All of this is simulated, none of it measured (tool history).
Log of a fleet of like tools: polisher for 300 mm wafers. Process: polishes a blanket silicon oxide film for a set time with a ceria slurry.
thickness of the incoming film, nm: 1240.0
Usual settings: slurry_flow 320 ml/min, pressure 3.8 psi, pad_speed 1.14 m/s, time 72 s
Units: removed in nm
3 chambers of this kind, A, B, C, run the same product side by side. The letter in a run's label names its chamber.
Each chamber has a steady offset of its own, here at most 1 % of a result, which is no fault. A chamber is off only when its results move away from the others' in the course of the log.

| run | hour | slurry_flow | pressure | pad_speed | time | removed |
|---|---|---|---|---|---|---|
| 1C | 8.6 | 320 | 3.8 | 1.14 | 72 | 389.99 |
| 2B | 13.9 | 320 | 3.8 | 1.14 | 72 | 390.95 |
| 3A | 20.7 | 320 | 3.8 | 1.14 | 72 | 394.92 |
| 4C | 27.6 | 320 | 3.8 | 1.14 | 72 | 390.50 |
| 5B | 36.6 | 320 | 3.8 | 1.14 | 72 | 384.55 |
|  | 40.2 | chamber B: worn pad replaced by a new one |
| 6A | 43.3 | 320 | 3.8 | 1.14 | 72 | 391.28 |
|  | 48.3 | chamber C: worn pad replaced by a new one |
| 7A | 48.7 | 320 | 3.8 | 1.14 | 72 | 390.90 |
| 8C | 55.4 | 320 | 4.7 | 1.50 | 72 | 636.21 |
|  | 56.6 | chamber A: worn pad replaced by a new one |
| 9B | 61.5 | 320 | 4.7 | 1.50 | 72 | 645.59 |
| 10B | 66.6 | 320 | 4.7 | 1.50 | 72 | 629.74 |
|  | 68.2 | chamber B: slurry nozzle cleaned |
| 11A | 70.7 | 320 | 3.8 | 1.14 | 72 | 394.98 |
| 12C | 79.4 | 320 | 3.8 | 1.14 | 72 | 389.37 |
| 13A | 85.0 | 320 | 3.8 | 1.14 | 72 | 396.21 |
| 14C | 92.6 | 320 | 3.8 | 1.14 | 72 | 389.27 |
| 15B | 101.4 | 320 | 3.8 | 1.14 | 72 | 395.45 |
|  | 104.9 | chamber C: slurry nozzle cleaned |
|  | 106.6 | chamber A: slurry nozzle cleaned |
| 16B | 108.2 | 320 | 3.8 | 1.14 | 72 | 389.78 |
| 17A | 114.1 | 320 | 3.8 | 1.14 | 72 | 401.66 |
|  | 114.6 | chamber A: worn pad replaced by a new one |
|  | 116.0 | chamber C: worn pad replaced by a new one |
| 18C | 119.2 | 320 | 3.8 | 1.14 | 72 | 391.40 |
|  | 123.0 | chamber C: head pressure recalibrated |
| 19B | 125.0 | 320 | 3.8 | 0.76 | 72 | 267.30 |
| 20A | 129.5 | 320 | 3.8 | 0.76 | 72 | 256.08 |
|  | 136.0 | chamber A: head pressure recalibrated |
| 21C | 137.0 | 320 | 3.8 | 0.76 | 72 | 256.17 |
| 22A | 143.7 | 320 | 3.8 | 1.14 | 72 | 395.90 |
| 23B | 148.5 | 320 | 3.8 | 1.14 | 72 | 388.35 |
| 24C | 153.0 | 385 | 3.8 | 1.14 | 72 | 398.59 |
|  | 156.7 | chamber B: worn pad replaced by a new one |
| 25B | 158.6 | 385 | 3.8 | 1.14 | 72 | 398.28 |
| 26A | 164.8 | 385 | 3.8 | 1.14 | 72 | 400.10 |
| 27C | 173.6 | 320 | 3.8 | 1.14 | 72 | 387.47 |
|  | 176.2 | chamber A: worn pad replaced by a new one |
| 28B | 177.9 | 320 | 3.8 | 1.14 | 72 | 390.58 |
| 29C | 184.6 | 320 | 3.8 | 1.14 | 72 | 390.60 |
|  | 191.1 | chamber C: worn pad replaced by a new one |
| 30A | 191.5 | 320 | 3.8 | 1.14 | 72 | 402.18 |
| 31B | 195.4 | 320 | 3.8 | 1.14 | 72 | 390.59 |
| 32A | 202.4 | 320 | 3.8 | 1.14 | 72 | 394.64 |
| 33C | 209.4 | 320 | 4.2 | 1.14 | 72 | 429.79 |
| 34B | 216.2 | 320 | 4.2 | 1.14 | 72 | 437.29 |

All 3 chambers run these settings next. Forecast each chamber's results:
| 35A | 222.7 | 320 | 3.8 | 1.14 | 72 | ? |
| 35B | 222.7 | 320 | 3.8 | 1.14 | 72 | ? |
| 35C | 222.7 | 320 | 3.8 | 1.14 | 72 | ? |

| run | removed |
|---|---|
| 35A | 398.79 |
| 35B | 387.86 |
| 35C | 392.47 |

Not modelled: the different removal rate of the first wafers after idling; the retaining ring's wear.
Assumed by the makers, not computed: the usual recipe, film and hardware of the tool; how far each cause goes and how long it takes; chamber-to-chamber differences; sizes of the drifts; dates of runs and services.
